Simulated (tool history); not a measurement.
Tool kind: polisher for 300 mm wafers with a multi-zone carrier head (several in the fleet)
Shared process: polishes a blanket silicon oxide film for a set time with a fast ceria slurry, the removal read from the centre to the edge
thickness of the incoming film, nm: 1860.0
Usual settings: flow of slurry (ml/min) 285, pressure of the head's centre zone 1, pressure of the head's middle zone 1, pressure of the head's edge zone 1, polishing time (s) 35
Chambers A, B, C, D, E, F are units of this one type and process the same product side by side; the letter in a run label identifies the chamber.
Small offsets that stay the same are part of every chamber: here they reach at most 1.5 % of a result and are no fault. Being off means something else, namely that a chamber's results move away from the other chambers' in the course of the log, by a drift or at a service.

run,hour,flow of slurry (ml/min),pressure of the head's centre zone,pressure of the head's middle zone,pressure of the head's edge zone,polishing time (s),wafers polished on this pad,hours since the slurry nozzle was cleaned,hours since the centre zone pressure was calibrated,hours since the edge zone pressure was calibrated,film removed at the wafer's centre (nm),film removed at mid-radius (nm),film removed at the wafer's edge (nm)
1B,6,285,1,1,1,35,600,471.6,647.8,125.1,637.73,642.44,648.55
# hour 10: chamber A: slurry nozzle cleaned
2A,11.4,285,1,1,1,35,703,1.5,932.9,410.7,634.14,637.02,634.04
# hour 15.3: chamber C: worn pad replaced by a new one
# hour 16.5: chamber E: worn pad replaced by a new one
3D,18.4,285,1,1,1,35,952,223.3,425.6,539.7,652.33,633.19,650.49
4C,21.8,285,1,1,1,35,97,582.9,486.6,428.4,636.76,637.12,630.26
# hour 22.7: chamber D: centre zone pressure recalibrated
5E,28.7,285,1,1,1,35,183,762.7,161.8,524.5,640.41,645.04,635.99
# hour 29.3: chamber D: worn pad replaced by a new one
# hour 30.7: chamber A: worn pad replaced by a new one
# hour 32.9: chamber D: slurry nozzle cleaned
6F,35.8,285,1,1,1,35,1138,325.3,198.7,251.7,643.26,654.99,641.1
# hour 41.6: chamber F: worn pad replaced by a new one
7A,43.1,285,1,1,1,35,186,33.2,964.6,442.4,647.67,639.8,627.36
# hour 46.4: chamber B: worn pad replaced by a new one
8B,47.2,285,1,1,1,35,12,512.8,689,166.3,632.61,655.79,641.22
9E,52.3,285,1,1,1,35,536,786.3,185.4,548.1,651.43,636.23,657.61
# hour 59.3: chamber C: worn pad replaced by a new one
10D,59.3,285,1,1.09,1,42,449,26.4,36.7,580.6,770.54,855.12,771.31
11F,62.9,285,1,1.09,1,42,318,352.4,225.8,278.8,759.02,819.83,779.6
# hour 66.2: chamber E: worn pad replaced by a new one
12C,69.1,285,1,1.09,1,42,146,630.2,533.9,475.7,772.74,832.99,761.45
13D,75.3,285,1,1.09,1,42,688,42.4,52.7,596.6,777.53,834.99,777.73
14B,80,285,1,1.09,1,42,502,545.6,721.8,199.1,776.82,841.03,765.22
15E,84.1,285,1,1.09,1,42,268,818.1,217.2,579.9,756.39,845.8,770.93
16F,88.1,285,1,1,1,35,694,377.6,251,304,639.32,644.03,628.63
# hour 89.3: chamber D: worn pad replaced by a new one
17C,91.5,285,1,0.89,1,41,481,652.6,556.3,498.1,745.37,663.99,744.49
18A,94.7,285,1,0.89,1,41,957,84.8,1016.2,494,753.14,664.64,758.97
19C,98.3,285,1,0.89,1,41,583,659.4,563.1,504.9,749.8,677.04,736.78
20A,103.6,285,1,0.89,1,41,1090,93.7,1025.1,502.9,756.96,658.78,746.29
# hour 104.3: chamber F: slurry nozzle cleaned
# hour 108.1: chamber C: worn pad replaced by a new one
21B,108.6,285,1,0.89,1,41,930,574.2,750.4,227.7,749.31,682.86,741.47
# hour 113.1: chamber E: worn pad replaced by a new one
22F,113.9,285,1,0.89,1,41,1080,9.6,276.8,329.8,733.6,685.57,759.92
# hour 114.9: chamber A: worn pad replaced by a new one
# hour 115.1: chamber A: centre zone pressure recalibrated
23E,120.2,285,1,1,1,35,107,854.2,253.3,616,645.25,647.68,653.28
# hour 121.2: chamber B: worn pad replaced by a new one
24D,124.3,285,1,1,1,35,523,91.4,101.7,645.6,652.12,636.48,643.08
# hour 124.4: chamber F: worn pad replaced by a new one
25E,130.8,285,1,1,1,35,265,864.8,263.9,626.6,637.88,642.37,630.65
# hour 136.3: chamber E: slurry nozzle cleaned
26C,136.8,285,1,1,1,35,429,697.9,601.6,543.4,637.85,632.05,632.86
27F,144,285,1,1,1,35,293,39.7,306.9,359.9,649.64,641.11,640.14
28B,151.2,285,1,1,1,35,449,616.8,793,270.3,640.6,643.72,648.66
# hour 151.7: chamber C: worn pad replaced by a new one
# hour 153.4: chamber D: worn pad replaced by a new one
29D,155.5,285,1,1,1,35,32,122.6,132.9,676.8,656.34,635.44,642.38
# hour 160: chamber C: slurry nozzle cleaned
30A,160.5,285,1,1,1,35,682,150.6,45.4,559.8,635.7,636.19,646.55
# hour 165.5: chamber E: worn pad replaced by a new one
31F,166,285,1,1,1,35,621,61.7,328.9,381.9,628.34,639.28,636.97
32A,171.6,285,1,1,1,35,848,161.7,56.5,570.9,630.31,636.47,647.91
33E,175.5,285,1,1,1,35,150,39.3,308.6,671.3,640.96,635.51,641
34D,181.2,285,1,1,1,35,416,148.3,158.6,702.5,656.46,642.63,649.31
# hour 181.5: chamber A: worn pad replaced by a new one
35B,185.6,285,1,1,1,35,963,651.2,827.4,304.7,633.55,649.33,627.59
36C,189.8,285,1,1,1,35,569,29.9,654.6,596.4,631.51,633.17,640
# hour 194.1: chamber F: worn pad replaced by a new one
37A,194.4,285,1,1,1,35,193,184.5,79.3,593.7,657.75,636.18,624.16
38B,200.7,285,1,1,1,35,1188,666.3,842.5,319.8,650.02,647.31,639.59
39D,205.4,285,1,1,1,35,777,172.5,182.8,726.7,637.27,640.06,635.5
# hour 205.7: chamber C: worn pad replaced by a new one
40F,210.9,285,1,1,1,35,251,106.6,373.8,426.8,638.43,640.02,640.22
# hour 216.6: chamber E: worn pad replaced by a new one
41C,216.8,285,1,1,1,35,166,56.9,681.6,623.4,657.11,644.69,639.52
42E,223.8,285,1,0.89,1,24,108,87.6,356.9,719.6,449.5,390.07,428.16
43A,230.9,285,1,0.89,1,24,739,221,115.8,630.2,433.61,396.14,441.61
44E,237,285,1,0.89,1,24,305,100.8,370.1,732.8,440.33,402.16,432.67

Each of the 6 chambers runs these same settings next. Fill in every chamber's results:
45A,242.3,285,1,1,1,40,,,,,?,?,?
45B,242.3,285,1,1,1,40,,,,,?,?,?
45C,242.3,285,1,1,1,40,,,,,?,?,?
45D,242.3,285,1,1,1,40,,,,,?,?,?
45E,242.3,285,1,1,1,40,,,,,?,?,?
45F,242.3,285,1,1,1,40,,,,,?,?,?

run,film removed at the wafer's centre (nm),film removed at mid-radius (nm),film removed at the wafer's edge (nm)
45A,723.61,735.31,738.58
45B,739.86,731.91,731
45C,730.1,735.16,727.01
45D,745.58,719.8,741.32
45E,737.32,724.41,726.52
45F,710.67,738.56,737.67
